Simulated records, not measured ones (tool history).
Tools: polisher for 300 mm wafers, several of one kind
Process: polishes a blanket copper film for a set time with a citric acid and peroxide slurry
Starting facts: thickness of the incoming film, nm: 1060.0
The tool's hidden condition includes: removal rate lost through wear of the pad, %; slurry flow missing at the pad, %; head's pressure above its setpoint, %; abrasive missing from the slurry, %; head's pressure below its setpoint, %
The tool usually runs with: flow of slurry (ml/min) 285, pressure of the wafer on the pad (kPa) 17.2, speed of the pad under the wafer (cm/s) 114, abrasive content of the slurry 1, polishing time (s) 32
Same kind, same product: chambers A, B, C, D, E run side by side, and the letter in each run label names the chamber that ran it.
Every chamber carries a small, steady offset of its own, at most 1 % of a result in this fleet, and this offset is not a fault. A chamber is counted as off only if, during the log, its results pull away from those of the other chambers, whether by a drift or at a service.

run	hour	flow of slurry (ml/min)	pressure of the wafer on the pad (kPa)	speed of the pad under the wafer (cm/s)	abrasive content of the slurry	polishing time (s)	wafers polished on this pad	hours since the slurry nozzle was cleaned	hours since the head pressure was calibrated	hours since the slurry blender was calibrated	film removed (angstrom)
# hour 0.4: chamber E: slurry nozzle cleaned
# hour 7.3: chamber D: worn pad replaced by a new one
1D	14.2	285	17.2	114	1	32	91	88.3	1441.3	196.1	649.17
# hour 19.6: chamber C: worn pad replaced by a new one
2A	22.6	285	17.2	114	1	32	974	68.8	588.0	54.3	649.03
# hour 24.5: chamber B: worn pad replaced by a new one
# hour 26.4: chamber B: slurry blender recalibrated
# hour 32.1: chamber A: worn pad replaced by a new one
3B	36.2	285	17.2	114	1	32	155	625.1	646.7	9.8	649.62
# hour 40.0: chamber D: head pressure recalibrated
4C	48.2	285	17.2	114	1	32	379	233.5	663.7	114.6	650.50
5E	56.6	285	17.2	114	1	32	900	56.3	238.3	450.0	638.21
# hour 63.0: chamber D: slurry blender recalibrated
# hour 68.7: chamber E: worn pad replaced by a new one
6C	69.8	285	17.2	114	1	32	665	255.1	685.3	136.2	634.18
# hour 72.3: chamber E: slurry blender recalibrated
7E	76.8	285	17.2	114	1	32	108	76.5	258.5	4.6	646.42
# hour 85.1: chamber A: head pressure recalibrated
8B	89.1	285	17.2	114	1	32	856	678.0	699.6	62.7	648.96
9A	95.3	285	17.2	114	1	32	837	141.5	10.2	127.0	640.92
10D	103.0	285	17.2	114	1	32	1268	177.1	63.1	40.1	641.76
# hour 103.4: chamber C: slurry blender recalibrated
# hour 103.7: chamber D: worn pad replaced by a new one
11E	109.5	285	17.2	114	1	32	541	109.2	291.2	37.3	643.18
# hour 112.9: chamber A: worn pad replaced by a new one
# hour 118.8: chamber C: worn pad replaced by a new one
12A	120.2	285	17.2	114	1	32	97	166.4	35.1	151.9	638.76
# hour 132.3: chamber B: worn pad replaced by a new one
13B	134.5	285	17.2	114	1	32	29	723.4	745.0	108.1	642.56
14D	146.3	285	17.2	114	1	32	565	220.4	106.4	83.4	643.94
15C	156.4	375	17.2	114	1	32	498	341.7	771.9	53.1	653.92
# hour 162.0: chamber A: slurry nozzle cleaned
# hour 166.7: chamber E: worn pad replaced by a new one
16A	170.4	375	17.2	114	1	32	763	8.4	85.3	202.1	655.19
17D	182.1	375	17.2	114	1	32	1039	256.2	142.2	119.2	655.19
# hour 183.5: chamber B: slurry nozzle cleaned
# hour 188.7: chamber B: head pressure recalibrated
# hour 193.1: chamber A: worn pad replaced by a new one
18B	193.7	375	17.2	114	1	32	814	10.3	5.0	167.3	652.81
# hour 194.4: chamber C: head pressure recalibrated
# hour 198.4: chamber C: worn pad replaced by a new one
# hour 200.1: chamber D: worn pad replaced by a new one
19C	204.5	375	17.2	114	1	32	81	389.8	10.1	101.2	650.58
20E	210.8	285	17.2	114	1	32	585	210.5	392.5	138.6	613.43
21C	222.4	285	17.2	114	1	32	319	407.7	28.0	119.1	629.27
22E	228.7	285	17.2	114	1	32	822	228.4	410.4	156.5	607.06
# hour 236.6: chamber B: worn pad replaced by a new one
23B	240.9	285	17.2	114	1	32	57	57.5	52.2	214.5	634.82
24A	248.5	285	17.2	114	1	32	734	86.5	163.4	280.2	647.40
# hour 252.9: chamber C: slurry blender recalibrated
25D	258.5	285	17.2	114	1	32	775	332.6	218.6	195.6	641.14
# hour 270.0: chamber E: worn pad replaced by a new one
26D	272.1	285	17.2	114	1	32	955	346.2	232.2	209.2	642.83
# hour 274.5: chamber C: worn pad replaced by a new one
# hour 274.6: chamber E: slurry nozzle cleaned
# hour 275.7: chamber A: worn pad replaced by a new one
27A	280.6	375	17.2	114	1	38	65	118.6	195.5	312.3	777.36
# hour 284.8: chamber D: worn pad replaced by a new one
28C	286.9	375	17.2	114	1	38	165	472.2	92.5	34.0	783.09
29B	294.6	375	17.2	114	1	38	769	111.2	105.9	268.2	779.24
# hour 304.7: chamber D: slurry blender recalibrated
30E	305.5	375	17.2	114	1	38	471	31.0	487.2	233.3	729.80
31C	312.7	375	17.2	114	1	38	507	498.0	118.3	59.8	781.79
32D	320.9	325	11.0	114	1	32	479	395.0	281.0	16.3	423.25
# hour 330.2: chamber B: worn pad replaced by a new one
33B	334.1	325	11.0	114	1	32	52	150.7	145.4	307.7	416.98
34A	343.2	325	11.0	114	1	32	895	181.2	258.1	374.9	421.19
# hour 355.1: chamber C: worn pad replaced by a new one
35E	357.5	325	11.0	114	1	32	1161	83.0	539.2	285.3	391.01
# hour 361.1: chamber A: slurry nozzle cleaned
# hour 364.4: chamber E: worn pad replaced by a new one
36C	369.6	325	11.0	114	1	32	193	554.9	175.2	116.7	418.94
# hour 372.8: chamber A: worn pad replaced by a new one
37A	380.0	285	17.2	114	1	32	95	19.0	294.9	411.7	644.93
# hour 380.5: chamber D: worn pad replaced by a new one
# hour 381.4: chamber D: slurry nozzle cleaned
38D	391.5	285	17.2	114	1	32	146	10.2	351.6	86.9	647.00
39E	403.0	285	17.2	114	1	32	512	128.5	584.7	330.8	587.75

The same settings go to every chamber for the next run, one line per chamber below. Forecast the results for each:
40A	413.4	285	17.2	114	1	32					?
40B	413.4	285	17.2	114	1	32					?
40C	413.4	285	17.2	114	1	32					?
40D	413.4	285	17.2	114	1	32					?
40E	413.4	285	17.2	114	1	32					?

run	film removed (angstrom)
40A	635.17
40B	646.37
40C	640.24
40D	649.54
40E	579.26
